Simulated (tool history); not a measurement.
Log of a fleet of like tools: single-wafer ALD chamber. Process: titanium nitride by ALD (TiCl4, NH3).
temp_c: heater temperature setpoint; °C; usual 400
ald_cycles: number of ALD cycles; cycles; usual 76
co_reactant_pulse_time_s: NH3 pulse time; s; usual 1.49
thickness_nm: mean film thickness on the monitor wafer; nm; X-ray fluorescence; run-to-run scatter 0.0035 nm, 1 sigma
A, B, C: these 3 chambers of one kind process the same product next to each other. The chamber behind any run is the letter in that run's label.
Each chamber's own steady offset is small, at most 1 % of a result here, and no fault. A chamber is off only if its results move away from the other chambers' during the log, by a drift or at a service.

run,hour,temp_c,ald_cycles,co_reactant_pulse_time_s,"read-back reference wafer on the same gauge, thickness_nm",thickness_nm
1B,13.6,400,76,1.49,1.5406,1.6443
2C,29.0,400,76,1.49,1.5405,1.6463
3A,39.2,400,76,1.49,1.5394,1.6632
4C,55.2,400,76,1.49,1.5407,1.6493
5A,63.9,400,76,1.49,1.5399,1.6542
6B,71.1,400,76,1.49,1.5412,1.6460
7B,86.1,400,76,1.49,1.5398,1.6427
8A,102.1,406,62,1.49,1.5404,1.3659
9C,112.6,406,62,1.49,1.5399,1.3471
10A,122.1,406,62,1.49,1.5399,1.3631
11B,137.3,388,76,1.49,1.5399,1.6274
12C,145.6,388,76,1.49,1.5401,1.6294
13C,154.9,388,76,1.49,1.5397,1.6253
14A,169.8,404,70,1.49,1.5408,1.5349
15B,182.5,404,70,1.49,1.5391,1.5145
16C,196.3,404,70,1.49,1.5396,1.5221
17A,207.4,400,76,1.49,1.5401,1.6652
18B,219.2,400,76,1.49,1.5400,1.6423
19A,230.0,400,76,1.49,1.5399,1.6586
20C,245.5,400,76,1.49,1.5397,1.6528
21B,257.3,400,76,1.49,1.5397,1.6400
22B,271.3,400,76,1.49,1.5394,1.6465
23C,283.8,386,91,1.49,1.5395,1.9390

The same settings go to every chamber for the next run, one line per chamber below. Forecast the results for each:
24A,295.7,395,76,1.49,,?
24B,295.7,395,76,1.49,,?
24C,295.7,395,76,1.49,,?

run,thickness_nm
24A,1.6585
24B,1.6427
24C,1.6379

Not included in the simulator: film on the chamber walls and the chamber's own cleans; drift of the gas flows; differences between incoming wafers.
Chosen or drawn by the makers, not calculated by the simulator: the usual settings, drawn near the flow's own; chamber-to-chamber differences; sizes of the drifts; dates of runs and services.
